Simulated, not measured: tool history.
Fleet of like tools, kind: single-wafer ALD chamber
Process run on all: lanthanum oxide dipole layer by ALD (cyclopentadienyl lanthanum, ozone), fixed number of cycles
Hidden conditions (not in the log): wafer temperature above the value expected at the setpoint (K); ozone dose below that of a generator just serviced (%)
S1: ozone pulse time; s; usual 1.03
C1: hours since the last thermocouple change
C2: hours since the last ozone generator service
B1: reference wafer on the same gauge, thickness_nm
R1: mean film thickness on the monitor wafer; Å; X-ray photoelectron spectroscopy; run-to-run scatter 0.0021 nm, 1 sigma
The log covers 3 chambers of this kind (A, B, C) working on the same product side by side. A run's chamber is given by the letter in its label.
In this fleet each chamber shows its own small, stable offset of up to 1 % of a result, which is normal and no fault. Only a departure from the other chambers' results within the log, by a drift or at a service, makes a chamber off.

{"run": "1C", "hour": 7.5, "S1": 1.03, "C1": 228.6, "C2": 742.7, "B1": 0.57829, "R1": 5.0549}
{"run": "2B", "hour": 14.6, "S1": 1.03, "C1": 984.1, "C2": 753.5, "B1": 0.57781, "R1": 5.0073}
{"run": "3A", "hour": 22.3, "S1": 1.03, "C1": 1199.4, "C2": 135.8, "B1": 0.57781, "R1": 4.9952}
{"run": "4B", "hour": 28.7, "S1": 1.03, "C1": 998.2, "C2": 767.6, "B1": 0.57799, "R1": 5.01}
{"run": "5C", "hour": 34.7, "S1": 1.03, "C1": 255.8, "C2": 769.9, "B1": 0.57784, "R1": 5.0488}
{"run": "6A", "hour": 45.2, "S1": 1.03, "C1": 1222.3, "C2": 158.7, "B1": 0.57866, "R1": 5.0048}
{"run": "7B", "hour": 54.2, "S1": 1.03, "C1": 1023.7, "C2": 793.1, "B1": 0.57859, "R1": 4.9884}
{"run": "8C", "hour": 63.8, "S1": 1.03, "C1": 284.9, "C2": 799.0, "B1": 0.57817, "R1": 5.0763}
{"run": "9A", "hour": 72.0, "S1": 1.03, "C1": 1249.1, "C2": 185.5, "B1": 0.57848, "R1": 4.965}
{"run": "10C", "hour": 82.9, "S1": 1.03, "C1": 304.0, "C2": 818.1, "B1": 0.57771, "R1": 5.062}
{"run": "11A", "hour": 91.5, "S1": 1.03, "C1": 1268.6, "C2": 205.0, "B1": 0.57789, "R1": 4.9872}
{"run": "12B", "hour": 103.3, "S1": 1.03, "C1": 1072.8, "C2": 842.2, "B1": 0.57768, "R1": 5.0166}
{"run": "13A", "hour": 112.1, "S1": 1.03, "C1": 1289.2, "C2": 225.6, "B1": 0.57829, "R1": 4.9896}
{"run": "14B", "hour": 121.7, "S1": 1.03, "C1": 1091.2, "C2": 860.6, "B1": 0.57811, "R1": 5.0177}
{"run": "15C", "hour": 130.7, "S1": 1.03, "C1": 351.8, "C2": 865.9, "B1": 0.57783, "R1": 5.1173}
{"run": "16B", "hour": 141.5, "S1": 1.03, "C1": 1111.0, "C2": 880.4, "B1": 0.57723, "R1": 5.0404}
{"run": "17A", "hour": 153.3, "S1": 1.03, "C1": 1330.4, "C2": 266.8, "B1": 0.57832, "R1": 4.97}
{"run": "18C", "hour": 160.2, "S1": 0.8, "C1": 381.3, "C2": 895.4, "B1": 0.57776, "R1": 4.6346}
{"run": "19C", "hour": 166.4, "S1": 0.8, "C1": 387.5, "C2": 901.6, "B1": 0.57788, "R1": 4.612}
{"run": "20B", "hour": 173.9, "S1": 0.8, "C1": 1143.4, "C2": 912.8, "B1": 0.57747, "R1": 4.6034}
{"run": "21A", "hour": 179.2, "S1": 0.91, "C1": 1356.3, "C2": 292.7, "B1": 0.5778, "R1": 4.8229}
{"hour": 189.4, "done": "chamber B: ozone generator serviced"}
{"run": "22A", "hour": 189.6, "S1": 0.91, "C1": 1366.7, "C2": 303.1, "B1": 0.57791, "R1": 4.8042}
{"run": "23C", "hour": 200.5, "S1": 0.91, "C1": 421.6, "C2": 935.7, "B1": 0.57795, "R1": 4.8935}
{"run": "24B", "hour": 208.4, "S1": 1.03, "C1": 1177.9, "C2": 19.0, "B1": 0.57808, "R1": 4.9991}
{"run": "25A", "hour": 214.4, "S1": 1.03, "C1": 1391.5, "C2": 327.9, "B1": 0.57778, "R1": 5.032}
{"run": "26C", "hour": 222.1, "S1": 1.03, "C1": 443.2, "C2": 957.3, "B1": 0.57795, "R1": 5.1072}
{"run": "27B", "hour": 230.7, "S1": 1.03, "C1": 1200.2, "C2": 41.3, "B1": 0.57859, "R1": 5.0605}
{"run": "28C", "hour": 238.7, "S1": 1.03, "C1": 459.8, "C2": 973.9, "B1": 0.57831, "R1": 5.115}

One chamber off, gauge drift, or nothing amiss beyond the chambers' own small offsets? If it is a chamber, which one, and what is the likeliest cause?

Beyond each chamber's small constant offset nothing stands out, and the gauge stays steady.
